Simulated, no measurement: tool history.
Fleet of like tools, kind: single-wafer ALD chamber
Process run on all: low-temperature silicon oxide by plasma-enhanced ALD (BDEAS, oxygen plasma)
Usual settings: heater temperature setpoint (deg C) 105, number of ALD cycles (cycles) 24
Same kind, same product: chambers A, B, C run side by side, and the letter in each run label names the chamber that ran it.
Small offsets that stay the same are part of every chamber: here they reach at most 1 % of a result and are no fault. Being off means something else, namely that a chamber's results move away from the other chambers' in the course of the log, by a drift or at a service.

run,hour,heater temperature setpoint (deg C),number of ALD cycles (cycles),"read-back reference wafer on the same gauge, thickness_nm",mean film thickness on the monitor wafer (Å)
1B,9.6,105,24,2.8922,34.135
2A,17.4,105,24,2.8896,34.186
3C,24.3,105,24,2.8876,33.573
4B,30.7,105,24,2.8908,34.29
5A,37.7,105,24,2.8859,33.841
6C,47.1,105,24,2.8918,33.594
7B,53,97,22,2.889,32.137
8A,62.1,97,22,2.891,32.144
9C,67,97,22,2.8876,31.27
10B,73.2,105,24,2.8883,34.212
11A,83.3,105,24,2.8893,33.91
12C,88.1,105,24,2.8912,33.98
13B,98.7,105,24,2.8909,34.015
14A,106.3,105,24,2.8921,33.877
15C,111.9,105,24,2.89,33.719
16B,121.3,105,24,2.8901,34.372
17C,127.1,105,24,2.8931,33.989
18A,134.2,105,24,2.8896,33.941
19C,144.6,105,24,2.8877,34.019
20B,153.3,105,24,2.8886,33.735
21A,161.3,105,24,2.8928,34.257
22B,167.9,105,24,2.8918,34.003
23A,178.1,105,24,2.8882,34.034
24C,186.6,105,24,2.8885,33.709
25B,192.6,105,24,2.8894,34.216
26A,202.9,112,27,2.8882,37.809
27C,212.3,112,27,2.8913,37.518
28A,218.2,112,27,2.8903,37.601
29C,224.5,105,24,2.8963,33.761
30B,231.7,105,24,2.8928,34.216
31B,237.6,105,24,2.8917,34.17
32A,248.5,105,24,2.8935,34.027
33C,256.6,105,24,2.8891,33.686

The same settings go to every chamber for the next run, one line per chamber below. Forecast the results for each:
34A,264.5,105,24,,?
34B,264.5,105,24,,?
34C,264.5,105,24,,?

run,mean film thickness on the monitor wafer (Å)
34A,33.766
34B,34.035
34C,33.473
